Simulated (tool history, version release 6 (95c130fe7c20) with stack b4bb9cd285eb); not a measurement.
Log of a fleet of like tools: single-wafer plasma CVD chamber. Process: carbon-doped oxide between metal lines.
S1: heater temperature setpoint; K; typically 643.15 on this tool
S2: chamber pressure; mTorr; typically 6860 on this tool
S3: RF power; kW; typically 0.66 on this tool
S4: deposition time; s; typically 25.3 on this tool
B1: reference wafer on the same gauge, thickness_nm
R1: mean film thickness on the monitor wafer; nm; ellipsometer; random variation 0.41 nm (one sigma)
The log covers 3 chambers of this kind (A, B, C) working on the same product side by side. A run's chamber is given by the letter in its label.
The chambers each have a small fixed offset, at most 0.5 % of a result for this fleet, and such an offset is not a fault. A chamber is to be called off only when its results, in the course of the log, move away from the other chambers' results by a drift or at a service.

run,day,S1,S2,S3,S4,B1,R1
1C,0.296,643.15,6860,0.66,25.3,160.96,151.64
2B,0.508,643.15,6860,0.66,25.3,160.97,151.21
3A,0.833,643.15,6860,0.66,25.3,161.01,151.42
4A,1.275,643.15,6860,0.66,25.3,160.92,151.56
5B,1.621,643.15,6860,0.66,25.3,161,151.26
6C,1.854,643.15,6860,0.66,25.3,160.95,151.74
7C,2.217,643.15,6860,0.66,25.3,161.07,152.21
8B,2.542,643.15,6860,0.66,25.3,161.06,150.91
9A,2.817,632.15,7390,0.66,25.3,160.99,156.11
10B,3.217,632.15,7390,0.66,25.3,161.05,155.9
11A,3.433,632.15,7390,0.66,25.3,160.95,156.52
# day 3.612: chamber B: RF generator calibrated
12C,3.792,636.15,6860,0.71,25.3,161.04,160.47
13C,4.121,636.15,6860,0.71,25.3,160.94,160.78
14A,4.475,636.15,6860,0.71,25.3,161.1,161.1
15B,4.692,643.15,6860,0.66,25.3,161.02,150.45
16C,5.088,643.15,6860,0.66,25.3,160.94,151.17
17B,5.533,643.15,6860,0.66,25.3,160.88,150.84
18A,5.962,643.15,6860,0.66,25.3,161.03,151.07
19A,6.267,643.15,6860,0.66,25.3,161.03,152.33
20C,6.592,650.15,6860,0.66,25.3,160.96,147.71
21B,7.004,650.15,6860,0.66,25.3,161.15,148.7
22A,7.446,650.15,6860,0.66,25.3,160.98,148.38
23B,7.862,643.15,6860,0.555,25.3,160.95,136.13
24C,8.129,643.15,6860,0.555,25.3,160.98,135.44
25A,8.471,643.15,6860,0.555,25.3,160.98,136.74
26C,8.904,643.15,6860,0.66,25.3,161.02,149.54
27B,9.254,643.15,6860,0.66,25.3,161.12,150.35
28C,9.579,643.15,6860,0.66,25.3,161.05,150.49
29B,10.008,643.15,6860,0.66,25.3,160.99,150.81
30A,10.296,643.15,6860,0.66,25.3,160.96,151.41
31A,10.525,643.15,6860,0.66,25.3,161.02,152.28
32C,10.725,643.15,6860,0.66,25.3,160.94,149.81
33B,10.983,643.15,6860,0.66,25.3,160.98,150.62
34C,11.408,643.15,6860,0.66,25.3,161.01,149.03
35A,11.792,643.15,6860,0.66,25.3,161.01,151.4
36B,12.004,643.15,6860,0.66,25.3,161.06,150.97
37B,12.375,643.15,6860,0.66,25.3,161.02,151.03
38C,12.688,643.15,6860,0.66,20.4,160.94,119.93

Decide between three cases: one chamber stands off from its peers, the gauge reading all wafers drifts, or nothing is wrong past each chamber's small offset. Where a chamber is off, say which and what most likely put it there.

Chamber C drifts away from the others.
Most likely cause: delivered RF power below the setpoint (%) = 3.62.

Chamber C could run next with any of the 4 candidate recipes listed below; each alters the usual settings, and their results appear as question marks. Which one brings its results back in line with what the other chambers deliver on the usual settings?
To be in line, a result may differ from the other chambers' mean on the usual settings by at most: R1 1.4 nm
39C-1,13.008,643.15,6880,0.67,26.1,,?
39C-2,13.008,643.15,6860,0.665,25.6,,?
39C-3,13.008,643.15,6860,0.65,24.6,,?
39C-4,13.008,643.15,6860,0.64,25.3,,?

The other chambers' mean on the usual settings: R1 151.29 nm
run,R1
39C-1,154.41
39C-2,150.78
39C-3,142.99
39C-4,145.62
39C-2 puts the chamber back in line with the other chambers.

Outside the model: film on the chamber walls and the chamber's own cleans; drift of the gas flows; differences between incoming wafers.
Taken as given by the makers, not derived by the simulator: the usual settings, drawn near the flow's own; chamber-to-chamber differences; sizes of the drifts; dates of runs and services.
